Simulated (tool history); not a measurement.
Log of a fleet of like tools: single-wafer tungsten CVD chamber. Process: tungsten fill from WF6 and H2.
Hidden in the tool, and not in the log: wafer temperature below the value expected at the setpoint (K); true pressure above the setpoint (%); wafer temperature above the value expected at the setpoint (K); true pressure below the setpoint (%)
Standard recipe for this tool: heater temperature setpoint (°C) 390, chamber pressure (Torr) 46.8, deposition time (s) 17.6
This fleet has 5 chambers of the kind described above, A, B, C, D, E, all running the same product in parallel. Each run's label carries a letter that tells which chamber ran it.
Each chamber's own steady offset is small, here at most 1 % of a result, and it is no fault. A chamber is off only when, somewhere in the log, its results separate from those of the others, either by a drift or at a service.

run	hour	heater temperature setpoint (°C)	chamber pressure (Torr)	deposition time (s)	hours since the last thermocouple change	hours since the last manometer calibration	read-back reference wafer on the same gauge, thickness_nm	mean film thickness on the monitor wafer (Å)
1C	12.2	390	46.8	17.6	2237	1561.7	45.928	524.13
2E	21.4	390	46.8	17.6	1861.8	81.7	45.887	519.8
3A	27.9	390	46.8	17.6	928.4	1825.6	45.906	518.72
4B	39.7	390	46.8	17.6	624	1318.8	45.876	525.28
5D	51.7	390	46.8	17.6	1015.2	1525.9	45.882	522.57
6B	60.7	390	46.8	17.6	645	1339.8	45.926	526.84
7C	70.3	390	46.8	17.6	2295.1	1619.8	45.894	526.62
8D	80.9	390	46.8	17.6	1044.4	1555.1	45.901	523.89
9A	90.9	390	46.8	17.6	991.4	1888.6	45.88	520.91
10E	102.6	390	46.8	17.6	1943	162.9	45.895	520.64
11D	108.7	390	46.8	17.6	1072.2	1582.9	45.921	521.86
12A	117.2	390	46.8	17.6	1017.7	1914.9	45.893	519.57
13C	125.6	390	46.8	17.6	2350.4	1675.1	45.929	525.28
14B	131.3	390	46.8	17.6	715.6	1410.4	45.878	525.01
15E	142.8	390	46.8	17.6	1983.2	203.1	45.895	519.76
16E	152.8	390	46.8	17.6	1993.2	213.1	45.9	520.26
17D	158.6	401	46.8	15	1122.1	1632.8	45.892	547.35
18A	165.5	401	46.8	15	1066	1963.2	45.881	542.24
19B	173.9	401	46.8	15	758.2	1453	45.912	549.11
20C	180.9	401	46.8	15	2405.7	1730.4	45.885	548.7
# hour 182.4: chamber A: capacitance manometer re-zeroed and calibrated
21C	191.2	401	46.8	15	2416	1740.7	45.883	545.83
22B	198.8	390	46.8	17.6	783.1	1477.9	45.929	523.63
23D	204.5	390	46.8	17.6	1168	1678.7	45.885	523.51
24A	211.1	390	52.2	20.8	1111.6	28.7	45.903	662.15
25E	219.4	390	52.2	20.8	2059.8	279.7	45.897	648.64
26C	231.7	390	52.2	20.8	2456.5	1781.2	45.92	652.3
27D	240	390	52.2	20.8	1203.5	1714.2	45.885	650.88
28E	250.9	390	52.2	20.8	2091.3	311.2	45.892	648.14
29A	259	390	46.8	17.6	1159.5	76.6	45.913	533.16
30B	268.6	390	46.8	17.6	852.9	1547.7	45.888	524.98
31B	275.3	390	46.8	19.6	859.6	1554.4	45.908	585.66
32E	281.9	390	46.8	19.6	2122.3	342.2	45.893	578.39

Each of the 5 chambers runs these same settings next. Fill in every chamber's results:
33A	290.8	390	46.8	17.6				?
33B	290.8	390	46.8	17.6				?
33C	290.8	390	46.8	17.6				?
33D	290.8	390	46.8	17.6				?
33E	290.8	390	46.8	17.6				?

run	mean film thickness on the monitor wafer (Å)
33A	534.19
33B	525.41
33C	524.78
33D	523.77
33E	521.13

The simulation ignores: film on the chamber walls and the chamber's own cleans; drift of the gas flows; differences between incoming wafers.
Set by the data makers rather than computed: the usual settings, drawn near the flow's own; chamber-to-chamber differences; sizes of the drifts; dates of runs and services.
